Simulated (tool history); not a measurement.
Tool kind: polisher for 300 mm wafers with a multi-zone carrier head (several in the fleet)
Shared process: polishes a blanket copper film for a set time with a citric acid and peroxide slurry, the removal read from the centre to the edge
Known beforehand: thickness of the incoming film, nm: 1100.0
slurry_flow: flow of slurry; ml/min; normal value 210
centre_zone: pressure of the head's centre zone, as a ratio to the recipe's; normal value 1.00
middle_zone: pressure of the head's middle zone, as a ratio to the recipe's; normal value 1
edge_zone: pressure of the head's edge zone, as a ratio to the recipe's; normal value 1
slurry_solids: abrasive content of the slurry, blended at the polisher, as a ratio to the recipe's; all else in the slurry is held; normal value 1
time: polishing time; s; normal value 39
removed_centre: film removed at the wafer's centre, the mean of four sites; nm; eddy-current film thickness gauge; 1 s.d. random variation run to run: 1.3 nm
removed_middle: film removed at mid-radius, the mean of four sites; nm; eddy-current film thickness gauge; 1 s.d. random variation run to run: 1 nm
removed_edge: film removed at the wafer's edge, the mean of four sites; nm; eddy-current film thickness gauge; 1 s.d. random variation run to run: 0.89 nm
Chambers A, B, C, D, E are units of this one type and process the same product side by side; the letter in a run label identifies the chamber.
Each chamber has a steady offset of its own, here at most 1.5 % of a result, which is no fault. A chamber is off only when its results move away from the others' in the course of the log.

run   hour  slurry_flow  centre_zone  middle_zone  edge_zone  slurry_solids  time  removed_centre  removed_middle  removed_edge
       1.4  -- chamber C: worn pad replaced by a new one
 1A    4.3          210         1.00            1          1              1    39         103.050          103.32        101.17
 2E   12.2          210         1.00            1          1              1    39         104.050          102.13        103.31
 3C   17.7          210         1.00            1          1              1    39         105.400          103.50        103.85
      21.9  -- chamber D: worn pad replaced by a new one
 4B   25.0          210         1.00            1          1              1    39         103.410          103.72        103.92
 5D   29.1          210         1.00            1          1              1    39         104.860          105.43        102.98
      35.2  -- chamber E: worn pad replaced by a new one
 6C   37.3          210         1.00            1          1              1    39         105.250          103.00        102.46
 7A   42.8          210         0.91            1          1              1    39          93.484          103.94        103.48
 8B   47.2          210         0.91            1          1              1    39          93.772          103.09        103.80
 9D   52.0          210         0.91            1          1              1    39          95.466          106.66        102.88
      52.8  -- chamber A: worn pad replaced by a new one
10E   59.1          210         0.91            1          1              1    39          92.401          103.11        104.07
11E   65.6          210         0.91            1          1              1    39          93.055          103.34        104.21
12C   69.9          210         1.00            1          1              1    39         104.780          102.92        105.02
      72.4  -- chamber B: edge zone pressure recalibrated
13B   77.7          210         1.00            1          1              1    39         102.410          103.08        105.81
      80.2  -- chamber D: worn pad replaced by a new one
      82.6  -- chamber B: worn pad replaced by a new one
14A   82.6          210         1.00            1          1              1    39         103.740          103.20        103.27
15D   86.5          210         1.00            1          1              1    39         104.880          103.87        103.86
      89.1  -- chamber C: slurry nozzle cleaned
16E   94.8          210         1.00            1          1              1    39         103.480          103.87        105.77
      99.7  -- chamber C: worn pad replaced by a new one
17B  101.9          210         1.00            1          1              1    39         100.530          101.21        103.73
18A  106.6          210         1.00            1          1              1    39         103.490          104.78        102.73
19D  114.0          210         1.00            1          1              1    39         104.180          106.31        103.45
     116.2  -- chamber E: worn pad replaced by a new one
20C  119.5          210         1.00            1          1              1    39         102.910          101.91        103.93
21E  126.5          210         1.00            1          1              1    39         104.770          103.46        104.96
22B  131.4          210         1.00            1          1              1    39         105.460          103.16        103.80
     134.7  -- chamber D: worn pad replaced by a new one
23C  135.8          210         1.00            1          1              1    39         104.410          105.18        104.71
24A  143.5          210         1.00            1          1              1    39         103.380          103.67        100.95
25D  147.4          165         1.00            1          1              1    45         114.880          115.73        117.34
26E  153.4          165         1.00            1          1              1    45         114.030          116.84        117.68
     155.8  -- chamber A: worn pad replaced by a new one
27D  158.7          165         1.00            1          1              1    45         118.620          116.08        117.80
28A  164.7          165         1.00            1          1              1    45         112.270          116.92        113.64
     171.8  -- chamber B: worn pad replaced by a new one
29C  172.4          165         1.00            1          1              1    45         117.010          113.38        116.36
30B  179.5          210         1.00            1          1              1    39         102.210          104.52        102.62
     186.8  -- chamber D: worn pad replaced by a new one
31C  187.2          210         1.00            1          1              1    39         102.460          103.22        103.64
     193.0  -- chamber E: worn pad replaced by a new one
32A  193.9          210         1.00            1          1              1    39         102.390          103.68        102.97
     194.4  -- chamber C: worn pad replaced by a new one
33E  202.1          210         1.00            1          1              1    39         100.650          103.30        106.02
34B  207.8          210         1.00            1          1              1    39         102.130          102.53        104.94
35D  213.9          210         1.00            1          1              1    39         102.620          103.76        102.82
36C  220.3          210         1.04            1          1              1    50         137.180          132.08        134.31
37E  224.6          210         1.04            1          1              1    50         135.570          132.50        133.53

All chambers now run identical settings, listed one chamber a line with results as question marks. What results will each chamber show?
38A  230.5          210         1.00            1          1              1    49               ?               ?             ?
38B  230.5          210         1.00            1          1              1    49               ?               ?             ?
38C  230.5          210         1.00            1          1              1    49               ?               ?             ?
38D  230.5          210         1.00            1          1              1    49               ?               ?             ?
38E  230.5          210         1.00            1          1              1    49               ?               ?             ?

run  removed_centre  removed_middle  removed_edge
38A         128.650          130.43        126.50
38B         130.240          129.82        129.79
38C         129.740          128.39        131.55
38D         132.120          132.08        131.97
38E         129.380          131.75        131.23

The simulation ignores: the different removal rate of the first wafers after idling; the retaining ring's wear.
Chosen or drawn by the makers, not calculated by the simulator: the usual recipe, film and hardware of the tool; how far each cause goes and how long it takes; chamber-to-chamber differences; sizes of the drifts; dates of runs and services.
